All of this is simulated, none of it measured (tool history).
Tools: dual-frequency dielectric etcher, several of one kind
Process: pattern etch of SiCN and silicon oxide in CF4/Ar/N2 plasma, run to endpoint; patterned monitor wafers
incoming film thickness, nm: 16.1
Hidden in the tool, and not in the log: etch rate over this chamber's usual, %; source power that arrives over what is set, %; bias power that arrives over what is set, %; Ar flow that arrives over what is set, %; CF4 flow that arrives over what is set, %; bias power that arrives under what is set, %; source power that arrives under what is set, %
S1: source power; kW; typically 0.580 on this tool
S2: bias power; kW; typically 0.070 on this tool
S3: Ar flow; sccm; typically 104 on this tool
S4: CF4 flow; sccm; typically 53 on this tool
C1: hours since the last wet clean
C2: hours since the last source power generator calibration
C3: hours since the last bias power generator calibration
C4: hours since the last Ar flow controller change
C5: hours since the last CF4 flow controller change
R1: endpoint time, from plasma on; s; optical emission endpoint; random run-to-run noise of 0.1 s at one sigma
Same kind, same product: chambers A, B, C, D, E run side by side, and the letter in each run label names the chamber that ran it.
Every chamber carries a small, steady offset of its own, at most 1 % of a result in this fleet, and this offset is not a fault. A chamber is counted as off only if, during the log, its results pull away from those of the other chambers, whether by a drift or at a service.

Run 1D, hour 8.7: usual settings; C1 554.4; C2 1379.2; C3 1184.7; C4 1458.4; C5 675.4. Result: R1 15.833 s.
Run 2A, hour 19.8: usual settings; C1 386.2; C2 988.8; C3 1401.5; C4 2391.4; C5 2844.1. Result: R1 15.886 s.
Run 3C, hour 31.3: usual settings; C1 430.4; C2 1980.6; C3 894.4; C4 3088.3; C5 4855.7. Result: R1 15.810 s.
At hour 35.6: chamber D: wet clean of the chamber.
Run 4E, hour 40.1: usual settings; C1 254.1; C2 3410.9; C3 3123.1; C4 86.8; C5 1257.1. Result: R1 16.315 s.
Run 5B, hour 52.0: usual settings; C1 412.6; C2 1813.6; C3 757.1; C4 1258.3; C5 1311.2. Result: R1 15.752 s.
At hour 57.9: chamber C: wet clean of the chamber.
Run 6C, hour 58.6: usual settings; C1 0.8; C2 2007.9; C3 921.7; C4 3115.6; C5 4883.0. Result: R1 16.062 s.
Run 7D, hour 67.8: usual settings; C1 32.3; C2 1438.3; C3 1243.8; C4 1517.5; C5 734.5. Result: R1 15.850 s.
At hour 71.7: chamber C: Ar flow controller replaced.
Run 8A, hour 76.6: usual settings; C1 443.0; C2 1045.6; C3 1458.3; C4 2448.2; C5 2900.9. Result: R1 15.943 s.
Run 9E, hour 88.2: usual settings but S3 115 sccm, S4 64 sccm; C1 302.2; C2 3459.0; C3 3171.2; C4 134.9; C5 1305.2. Result: R1 15.790 s.
Run 10B, hour 97.0: usual settings but S3 115 sccm, S4 64 sccm; C1 457.6; C2 1858.6; C3 802.1; C4 1303.3; C5 1356.2. Result: R1 15.540 s.
Run 11C, hour 110.1: usual settings but S3 115 sccm, S4 64 sccm; C1 52.3; C2 2059.4; C3 973.2; C4 38.4; C5 4934.5. Result: R1 15.859 s.
Run 12D, hour 116.6: usual settings but S3 115 sccm, S4 64 sccm; C1 81.1; C2 1487.1; C3 1292.6; C4 1566.3; C5 783.3. Result: R1 15.632 s.
Run 13B, hour 129.7: usual settings but S3 115 sccm, S4 64 sccm; C1 490.3; C2 1891.3; C3 834.8; C4 1336.0; C5 1388.9. Result: R1 15.662 s.
Run 14E, hour 139.2: usual settings; C1 353.2; C2 3510.0; C3 3222.2; C4 185.9; C5 1356.2. Result: R1 15.956 s.
At hour 150.7: chamber E: wet clean of the chamber.
Run 15A, hour 151.0: usual settings; C1 517.4; C2 1120.0; C3 1532.7; C4 2522.6; C5 2975.3. Result: R1 15.572 s.
At hour 162.1: chamber B: wet clean of the chamber.
Run 16D, hour 164.1: usual settings but S2 0.060 kW; C1 128.6; C2 1534.6; C3 1340.1; C4 1613.8; C5 830.8. Result: R1 16.773 s.
Run 17A, hour 176.0: usual settings but S2 0.060 kW; C1 542.4; C2 1145.0; C3 1557.7; C4 2547.6; C5 3000.3. Result: R1 16.374 s.
Run 18B, hour 187.3: usual settings but S2 0.060 kW; C1 25.3; C2 1948.9; C3 892.4; C4 1393.6; C5 1446.5. Result: R1 16.701 s.
Run 19E, hour 198.9: usual settings but S2 0.060 kW; C1 48.2; C2 3569.7; C3 3281.9; C4 245.6; C5 1415.9. Result: R1 16.875 s.
Run 20C, hour 210.3: usual settings but S2 0.060 kW; C1 152.5; C2 2159.6; C3 1073.4; C4 138.6; C5 5034.7. Result: R1 16.784 s.
Run 21A, hour 221.8: usual settings; C1 588.2; C2 1190.8; C3 1603.5; C4 2593.4; C5 3046.1. Result: R1 15.372 s.
Run 22D, hour 229.9: usual settings; C1 194.4; C2 1600.4; C3 1405.9; C4 1679.6; C5 896.6. Result: R1 16.014 s.
Run 23B, hour 237.2: usual settings but S1 0.510 kW; C1 75.2; C2 1998.8; C3 942.3; C4 1443.5; C5 1496.4. Result: R1 17.373 s.
Run 24E, hour 250.1: usual settings but S1 0.510 kW; C1 99.4; C2 3620.9; C3 3333.1; C4 296.8; C5 1467.1. Result: R1 17.927 s.
Run 25C, hour 256.8: usual settings but S1 0.510 kW; C1 199.0; C2 2206.1; C3 1119.9; C4 185.1; C5 5081.2. Result: R1 18.071 s.
Run 26E, hour 264.6: usual settings but S1 0.510 kW; C1 113.9; C2 3635.4; C3 3347.6; C4 311.3; C5 1481.6. Result: R1 17.997 s.
Run 27D, hour 275.7: usual settings but S1 0.510 kW; C1 240.2; C2 1646.2; C3 1451.7; C4 1725.4; C5 942.4. Result: R1 17.941 s.
Run 28B, hour 284.3: usual settings; C1 122.3; C2 2045.9; C3 989.4; C4 1490.6; C5 1543.5. Result: R1 15.772 s.
Run 29C, hour 297.9: usual settings; C1 240.1; C2 2247.2; C3 1161.0; C4 226.2; C5 5122.3. Result: R1 15.973 s.
Run 30A, hour 311.5: usual settings; C1 677.9; C2 1280.5; C3 1693.2; C4 2683.1; C5 3135.8. Result: R1 14.909 s.
Run 31B, hour 322.9: usual settings; C1 160.9; C2 2084.5; C3 1028.0; C4 1529.2; C5 1582.1. Result: R1 15.729 s.

The same settings go to every chamber for the next run, one line per chamber below. Forecast the results for each:
Run 32A, hour 332.8: usual settings. Result: R1 ?.
Run 32B, hour 332.8: usual settings. Result: R1 ?.
Run 32C, hour 332.8: usual settings. Result: R1 ?.
Run 32D, hour 332.8: usual settings. Result: R1 ?.
Run 32E, hour 332.8: usual settings. Result: R1 ?.

run      R1
32A  15.217
32B  15.621
32C  15.992
32D  15.772
32E  16.040

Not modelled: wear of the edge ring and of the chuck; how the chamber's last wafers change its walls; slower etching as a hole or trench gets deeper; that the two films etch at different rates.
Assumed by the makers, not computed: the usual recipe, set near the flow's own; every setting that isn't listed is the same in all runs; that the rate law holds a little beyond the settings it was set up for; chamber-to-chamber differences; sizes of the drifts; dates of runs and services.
